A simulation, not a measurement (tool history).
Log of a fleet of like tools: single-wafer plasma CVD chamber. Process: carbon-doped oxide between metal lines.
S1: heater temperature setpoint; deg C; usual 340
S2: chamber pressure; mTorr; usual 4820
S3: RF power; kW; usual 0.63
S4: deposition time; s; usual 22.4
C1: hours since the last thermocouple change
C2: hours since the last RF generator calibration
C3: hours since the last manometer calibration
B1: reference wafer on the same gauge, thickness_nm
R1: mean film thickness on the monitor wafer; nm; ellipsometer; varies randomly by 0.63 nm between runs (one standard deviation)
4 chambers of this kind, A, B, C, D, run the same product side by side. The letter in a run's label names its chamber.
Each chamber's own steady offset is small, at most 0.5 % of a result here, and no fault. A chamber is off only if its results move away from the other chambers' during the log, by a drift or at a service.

Run 1B, hour 12.2: usual settings; C1 2529.2; C2 106.1; C3 266; B1 145.17. Result: R1 136.85 nm.
Run 2D, hour 20.2: usual settings; C1 454.6; C2 172.4; C3 903.4; B1 144.88. Result: R1 135.38 nm.
Run 3C, hour 31.1: usual settings; C1 1223.6; C2 1139.8; C3 1347.5; B1 145. Result: R1 134.53 nm.
Run 4A, hour 38.9: usual settings; C1 1054.1; C2 239.6; C3 338.8; B1 144.95. Result: R1 134.59 nm.
Run 5B, hour 45.6: usual settings; C1 2562.6; C2 139.5; C3 299.4; B1 144.99. Result: R1 135.52 nm.
Run 6D, hour 59.3: usual settings; C1 493.7; C2 211.5; C3 942.5; B1 144.98. Result: R1 136.05 nm.
Run 7A, hour 70: usual settings; C1 1085.2; C2 270.7; C3 369.9; B1 145.01. Result: R1 135.92 nm.
Run 8C, hour 82.3: usual settings; C1 1274.8; C2 1191; C3 1398.7; B1 144.97. Result: R1 134.74 nm.
Run 9B, hour 90: usual settings; C1 2607; C2 183.9; C3 343.8; B1 145.08. Result: R1 135.86 nm.
Run 10A, hour 99.7: usual settings but S2 3760 mTorr, S3 0.555 kW; C1 1114.9; C2 300.4; C3 399.6; B1 144.8. Result: R1 122.57 nm.
Run 11D, hour 113.8: usual settings but S2 3760 mTorr, S3 0.555 kW; C1 548.2; C2 266; C3 997; B1 145.06. Result: R1 121.8 nm.
Run 12C, hour 124.5: usual settings but S2 3760 mTorr, S3 0.555 kW; C1 1317; C2 1233.2; C3 1440.9; B1 144.97. Result: R1 121.05 nm.
Run 13D, hour 137.9: usual settings but S2 3760 mTorr, S3 0.555 kW; C1 572.3; C2 290.1; C3 1021.1; B1 144.89. Result: R1 122.13 nm.
Run 14B, hour 151.1: usual settings; C1 2668.1; C2 245; C3 404.9; B1 145.1. Result: R1 134.95 nm.
Run 15C, hour 163.2: usual settings but S1 349 deg C; C1 1355.7; C2 1271.9; C3 1479.6; B1 145.02. Result: R1 131.46 nm.
Run 16A, hour 171: usual settings but S1 349 deg C; C1 1186.2; C2 371.7; C3 470.9; B1 145.1. Result: R1 131.76 nm.
Run 17D, hour 180.5: usual settings but S1 349 deg C; C1 614.9; C2 332.7; C3 1063.7; B1 145.05. Result: R1 132.75 nm.
Run 18A, hour 194.3: usual settings but S1 349 deg C; C1 1209.5; C2 395; C3 494.2; B1 144.82. Result: R1 131.75 nm.
Run 19C, hour 204.1: usual settings; C1 1396.6; C2 1312.8; C3 1520.5; B1 144.98. Result: R1 134.71 nm.
Run 20B, hour 214.2: usual settings; C1 2731.2; C2 308.1; C3 468; B1 145.04. Result: R1 135.4 nm.
Run 21D, hour 222.1: usual settings but S3 0.745 kW; C1 656.5; C2 374.3; C3 1105.3; B1 145.06. Result: R1 150.42 nm.
Run 22A, hour 235.7: usual settings but S3 0.745 kW; C1 1250.9; C2 436.4; C3 535.6; B1 144.97. Result: R1 151.73 nm.
Run 23B, hour 245.8: usual settings but S3 0.745 kW; C1 2762.8; C2 339.7; C3 499.6; B1 145.01. Result: R1 150.15 nm.
At hour 256.4: chamber D: capacitance manometer re-zeroed and calibrated.
Run 24C, hour 257.1: usual settings but S3 0.745 kW; C1 1449.6; C2 1365.8; C3 1573.5; B1 145.02. Result: R1 150.02 nm.
Run 25D, hour 264: usual settings; C1 698.4; C2 416.2; C3 7.6; B1 144.88. Result: R1 136.54 nm.
Run 26A, hour 275.3: usual settings; C1 1290.5; C2 476; C3 575.2; B1 145.01. Result: R1 136.51 nm.
Run 27B, hour 284.2: usual settings; C1 2801.2; C2 378.1; C3 538; B1 145.06. Result: R1 136.05 nm.
Run 28C, hour 297.6: usual settings; C1 1490.1; C2 1406.3; C3 1614; B1 145.05. Result: R1 135.32 nm.
Run 29D, hour 310.8: usual settings; C1 745.2; C2 463; C3 54.4; B1 144.98. Result: R1 136.12 nm.
Run 30A, hour 317.8: usual settings; C1 1333; C2 518.5; C3 617.7; B1 144.95. Result: R1 136.38 nm.
At hour 323.3: chamber B: thermocouple changed; heater temperature recalibrated.
Run 31B, hour 327.9: usual settings; C1 4.6; C2 421.8; C3 581.7; B1 145.1. Result: R1 135.88 nm.
Run 32C, hour 334.7: usual settings; C1 1527.2; C2 1443.4; C3 1651.1; B1 145.02. Result: R1 135.25 nm.
Run 33B, hour 344.4: usual settings; C1 21.1; C2 438.3; C3 598.2; B1 144.72. Result: R1 135.1 nm.
Run 34C, hour 354.3: usual settings; C1 1546.8; C2 1463; C3 1670.7; B1 144.93. Result: R1 136.09 nm.
Run 35A, hour 360.7: usual settings; C1 1375.9; C2 561.4; C3 660.6; B1 145.12. Result: R1 135.32 nm.
Run 36D, hour 372.3: usual settings; C1 806.7; C2 524.5; C3 115.9; B1 145. Result: R1 135.91 nm.

The same settings go to every chamber for the next run, one line per chamber below. Forecast the results for each:
Run 37A, hour 382.9: usual settings. Result: R1 ?.
Run 37B, hour 382.9: usual settings. Result: R1 ?.
Run 37C, hour 382.9: usual settings. Result: R1 ?.
Run 37D, hour 382.9: usual settings. Result: R1 ?.

run      R1
37A  135.47
37B  136.65
37C  134.67
37D  135.72
